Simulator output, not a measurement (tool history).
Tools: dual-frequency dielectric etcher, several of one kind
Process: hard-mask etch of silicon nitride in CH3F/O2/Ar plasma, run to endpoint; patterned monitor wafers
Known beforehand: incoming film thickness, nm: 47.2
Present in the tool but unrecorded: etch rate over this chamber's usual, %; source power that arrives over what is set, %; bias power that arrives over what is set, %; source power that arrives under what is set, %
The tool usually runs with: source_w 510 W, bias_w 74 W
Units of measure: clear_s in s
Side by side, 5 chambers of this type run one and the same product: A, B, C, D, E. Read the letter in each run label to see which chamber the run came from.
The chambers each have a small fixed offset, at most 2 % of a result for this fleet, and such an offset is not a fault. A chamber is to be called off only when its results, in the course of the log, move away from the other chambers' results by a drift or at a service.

run   hour  source_w  bias_w  hours since the last wet clean  hours since the last source power generator calibration  hours since the last bias power generator calibration  clear_s
 1A      4       510      74                           122.6                                                      869                                                  726.4   61.661
 2B    8.2       510      74                            51.3                                                   1678.6                                                  803.1   61.215
 3D   11.3       510      74                            91.3                                                   1265.6                                                  422.3   62.272
 4C   16.1       510      74                           306.5                                                   1734.5                                                 2535.6   61.095
 5E   19.6       510      74                             136                                                   1091.9                                                 3022.3   60.912
 6C   24.8       600      84                           315.2                                                   1743.2                                                 2544.3   55.205
 7E   27.5       600      84                           143.9                                                   1099.8                                                 3030.2   54.536
 8D   32.6       600      84                           112.6                                                   1286.9                                                  443.6   55.834
 9A   35.1       600      84                           153.7                                                    900.1                                                  757.5   55.818
10B   40.8       600      84                            83.9                                                   1711.2                                                  835.7   54.909
11C   44.6       510      74                             335                                                     1763                                                 2564.1   61.282
12A   49.1       510      74                           167.7                                                    914.1                                                  771.5   61.525
13D   51.9       510      74                           131.9                                                   1306.2                                                  462.9   61.808
14E     57       510      74                           173.4                                                   1129.3                                                 3059.7   60.597
15B   61.6       510      74                           104.7                                                     1732                                                  856.5   61.065
16C   64.4       510      74                           354.8                                                   1782.8                                                 2583.9   61.256
17D   69.6       510      74                           149.6                                                   1323.9                                                  480.6   61.803
18B   72.9       510      74                             116                                                   1743.3                                                  867.8   61.256
19A   75.5       510      74                           194.1                                                    940.5                                                  797.9   61.699
20E   80.6       400      74                             197                                                   1152.9                                                 3083.3   66.671
21A   84.5       400      74                           203.1                                                    949.5                                                  806.9   67.395
22D   87.1       400      74                           167.1                                                   1341.4                                                  498.1   68.286
23B   91.8       400      74                           134.9                                                   1762.2                                                  886.7   66.913
24E   95.9       400      74                           212.3                                                   1168.2                                                 3098.6   66.365
25C  100.9       510      74                           391.3                                                   1819.3                                                 2620.4   61.405
26A    104       510      74                           222.6                                                      969                                                  826.4   61.449
27E  106.9       510      74                           223.3                                                   1179.2                                                 3109.6   60.603
28B  111.2       510      74                           154.3                                                   1781.6                                                  906.1   61.087
29D  116.6       510      74                           196.6                                                   1370.9                                                  527.6   62.152
30C  120.5       510      74                           410.9                                                   1838.9                                                   2640   61.369

Is one chamber out of step, is the gauge drifting, or do the chambers differ by no more than their own small offsets? For an off chamber, give its letter and the likeliest cause.

Neither any chamber nor the gauge drifts; the chambers differ only by their own small, steady offsets.
